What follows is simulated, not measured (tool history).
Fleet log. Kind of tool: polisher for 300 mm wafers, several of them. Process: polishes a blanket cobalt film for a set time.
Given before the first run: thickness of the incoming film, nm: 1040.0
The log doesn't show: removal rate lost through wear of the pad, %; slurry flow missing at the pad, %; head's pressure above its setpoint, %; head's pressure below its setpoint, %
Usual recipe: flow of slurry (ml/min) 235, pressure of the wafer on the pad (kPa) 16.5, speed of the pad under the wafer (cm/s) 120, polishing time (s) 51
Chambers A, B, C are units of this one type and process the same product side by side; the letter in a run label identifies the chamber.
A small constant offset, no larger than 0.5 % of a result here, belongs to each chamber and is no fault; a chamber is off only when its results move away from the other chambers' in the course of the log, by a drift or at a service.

run,hour,flow of slurry (ml/min),pressure of the wafer on the pad (kPa),speed of the pad under the wafer (cm/s),polishing time (s),wafers polished on this pad,hours since the slurry nozzle was cleaned,hours since the head pressure was calibrated,film removed (angstrom)
1A,6.2,235,16.5,120,51,868,82.6,116.9,3185.7
# hour 17.8: chamber A: worn pad replaced by a new one
2B,19.7,235,16.5,120,51,1098,181.8,72.7,3301.4
3C,30.9,235,16.5,120,51,635,449.0,581.6,3246.4
# hour 41.9: chamber B: worn pad replaced by a new one
4C,43.5,235,16.5,120,51,838,461.6,594.2,3279.9
5A,53.1,235,16.5,120,51,568,129.5,163.8,3243.3
6B,65.9,235,16.5,120,51,386,228.0,118.9,3176.2
# hour 66.6: chamber C: worn pad replaced by a new one
7B,73.4,235,16.5,120,51,507,235.5,126.4,3348.5
# hour 77.9: chamber A: worn pad replaced by a new one
8C,80.2,235,16.5,120,51,219,498.3,630.9,3225.7
9A,93.9,235,16.5,120,51,258,170.3,204.6,3192.3
10B,101.5,235,16.5,120,51,959,263.6,154.5,3151.4
11C,115.6,235,16.5,120,51,788,533.7,666.3,3180.3
12A,125.6,235,16.5,120,51,768,202.0,236.3,3182.7
13C,134.8,235,16.5,120,51,1097,552.9,685.5,3155.8
# hour 137.3: chamber A: worn pad replaced by a new one
# hour 137.3: chamber C: worn pad replaced by a new one
# hour 138.0: chamber B: worn pad replaced by a new one
14A,146.6,235,16.5,120,37,150,223.0,257.3,2427.4
15B,160.6,235,16.5,120,37,363,322.7,213.6,2316.6
16B,171.7,235,16.5,120,37,542,333.8,224.7,2295.0
17A,184.6,235,16.5,120,51,761,261.0,295.3,3332.0
18C,192.1,235,16.5,120,51,883,610.2,742.8,3219.1
# hour 200.2: chamber C: worn pad replaced by a new one
19A,201.8,235,16.5,120,51,1038,278.2,312.5,3339.9
# hour 207.4: chamber A: worn pad replaced by a new one
# hour 210.8: chamber C: head pressure recalibrated
20C,210.9,235,16.5,120,51,173,629.0,0.1,3198.7
21B,222.7,235,20.0,80,51,1363,384.8,275.7,2535.9
22B,229.8,235,20.0,80,51,1477,391.9,282.8,2681.2
# hour 234.9: chamber B: worn pad replaced by a new one
23C,236.7,235,20.0,80,51,588,654.8,25.9,2560.0
# hour 241.6: chamber B: head pressure recalibrated
24A,243.1,235,16.5,120,51,575,319.5,353.8,3214.8
25C,249.8,235,16.5,120,51,799,667.9,39.0,3241.9
# hour 259.7: chamber A: worn pad replaced by a new one
26A,261.3,235,16.5,120,51,26,337.7,372.0,3155.3
# hour 264.4: chamber C: worn pad replaced by a new one
27B,273.7,235,16.5,120,51,624,435.8,32.2,3334.2
# hour 281.3: chamber A: head pressure recalibrated
28B,286.3,235,16.5,120,51,827,448.4,44.8,3173.1
29A,294.7,235,16.5,120,51,564,371.1,13.4,3189.4
30C,306.4,235,16.5,120,51,676,724.5,95.6,3225.8

What goes on in this fleet: one chamber off, a drifting gauge, or nothing beyond the chambers' own small offsets? Name the chamber and the cause, if any.

Beyond each chamber's small constant offset nothing stands out, and the gauge stays steady.

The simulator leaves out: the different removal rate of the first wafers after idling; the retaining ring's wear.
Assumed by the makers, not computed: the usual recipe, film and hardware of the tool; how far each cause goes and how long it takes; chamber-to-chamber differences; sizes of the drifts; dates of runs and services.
